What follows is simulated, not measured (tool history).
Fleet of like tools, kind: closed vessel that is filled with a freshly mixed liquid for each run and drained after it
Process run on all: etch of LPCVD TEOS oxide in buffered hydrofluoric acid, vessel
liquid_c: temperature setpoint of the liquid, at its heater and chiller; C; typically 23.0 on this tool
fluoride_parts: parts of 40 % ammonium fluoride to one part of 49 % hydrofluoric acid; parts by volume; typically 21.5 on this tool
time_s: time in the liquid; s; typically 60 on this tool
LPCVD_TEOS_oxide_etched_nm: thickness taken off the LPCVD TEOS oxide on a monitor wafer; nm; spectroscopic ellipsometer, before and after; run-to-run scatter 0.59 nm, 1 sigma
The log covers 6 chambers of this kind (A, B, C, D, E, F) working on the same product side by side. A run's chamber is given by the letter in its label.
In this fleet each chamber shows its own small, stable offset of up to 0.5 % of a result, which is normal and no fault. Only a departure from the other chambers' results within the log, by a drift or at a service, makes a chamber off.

run	day	liquid_c	fluoride_parts	time_s	hours since the thermometer was replaced	hours since the hydrofluoric acid flow meter was replaced	read-back film thickness of the LPCVD TEOS oxide reference wafer, read on the same gauge (nm)	LPCVD_TEOS_oxide_etched_nm
1D	0.396	23.0	21.5	60	968.3	696.2	140.00	94.299
2B	0.908	23.0	21.5	60	2380.1	285.4	140.02	95.102
3A	1.421	23.0	21.5	60	1226.7	1747.2	139.99	92.877
4E	1.842	23.0	21.5	60	287.4	324.5	140.04	93.531
5F	2.125	25.5	21.5	60	804.6	351.8	139.99	106.090
6C	2.538	25.5	21.5	60	2368.0	209.3	140.01	105.820
7B	2.929	25.5	21.5	60	2428.6	333.9	140.01	106.590
8D	3.412	25.5	21.5	60	1040.7	768.6	140.04	107.390
9E	3.933	25.5	21.5	60	337.6	374.7	139.99	105.850
10C	4.267	25.5	21.5	60	2409.5	250.8	140.01	104.830
11A	4.696	23.0	21.5	60	1305.3	1825.8	140.00	93.316
12F	5.046	23.0	21.5	60	874.7	421.9	140.01	93.268
13C	5.354	21.0	21.5	60	2435.6	276.9	140.01	83.144
14E	5.758	21.0	21.5	60	381.4	418.5	139.98	82.807
15F	6.167	21.0	21.5	60	901.6	448.8	140.02	83.519
16A	6.408	21.0	21.5	60	1346.4	1866.9	140.03	84.543
17B	6.775	21.0	21.5	60	2520.9	426.2	139.98	83.283
18D	7.225	21.0	21.5	60	1132.2	860.1	139.98	84.256
19D	7.754	23.0	21.5	60	1144.9	872.8	139.99	93.476
# day 8.038: chamber A: hydrofluoric acid flow meter replaced
# day 8.158: chamber F: hydrofluoric acid flow meter replaced
20C	8.233	18.0	21.5	60	2504.7	346.0	140.01	70.753
21A	8.504	18.0	21.5	60	1396.7	11.2	140.03	72.965
22B	8.862	18.0	21.5	60	2571.0	476.3	140.04	71.009
# day 9.350: chamber D: hydrofluoric acid flow meter replaced
23F	9.354	18.0	21.5	60	978.1	28.8	140.01	70.946
24E	9.642	18.0	21.5	60	474.6	511.7	139.98	70.721
25E	10.008	18.0	21.5	60	483.4	520.5	140.02	71.325
26B	10.383	23.0	21.5	60	2607.5	512.8	140.03	93.197
27F	10.788	23.0	21.5	60	1012.5	63.2	140.00	93.926
28D	11.092	23.0	21.5	60	1225.0	41.8	140.01	93.615
29A	11.358	23.0	21.5	60	1465.2	79.7	140.01	97.517
30C	11.658	23.0	21.5	60	2586.9	428.2	139.99	93.253
31D	12.175	23.0	21.5	60	1251.0	67.8	140.05	94.562
32E	12.404	23.0	21.5	60	540.9	578.0	139.99	92.448
# day 12.450: chamber C: thermometer replaced
33F	12.700	23.0	21.5	60	1058.4	109.1	140.01	93.796
34C	13.079	23.0	21.5	60	15.2	462.3	140.01	92.982
35B	13.454	23.0	21.5	60	2681.2	586.5	139.97	93.569
36A	13.975	23.0	21.5	60	1528.0	142.5	140.00	98.521
37F	14.462	20.5	25.0	60	1100.7	151.4	140.01	74.084

Next, every chamber runs the same settings. What will each give?
38A	14.842	23.0	21.5	60				?
38B	14.842	23.0	21.5	60				?
38C	14.842	23.0	21.5	60				?
38D	14.842	23.0	21.5	60				?
38E	14.842	23.0	21.5	60				?
38F	14.842	23.0	21.5	60				?

run	LPCVD_TEOS_oxide_etched_nm
38A	97.681
38B	94.106
38C	94.162
38D	94.082
38E	92.613
38F	94.105

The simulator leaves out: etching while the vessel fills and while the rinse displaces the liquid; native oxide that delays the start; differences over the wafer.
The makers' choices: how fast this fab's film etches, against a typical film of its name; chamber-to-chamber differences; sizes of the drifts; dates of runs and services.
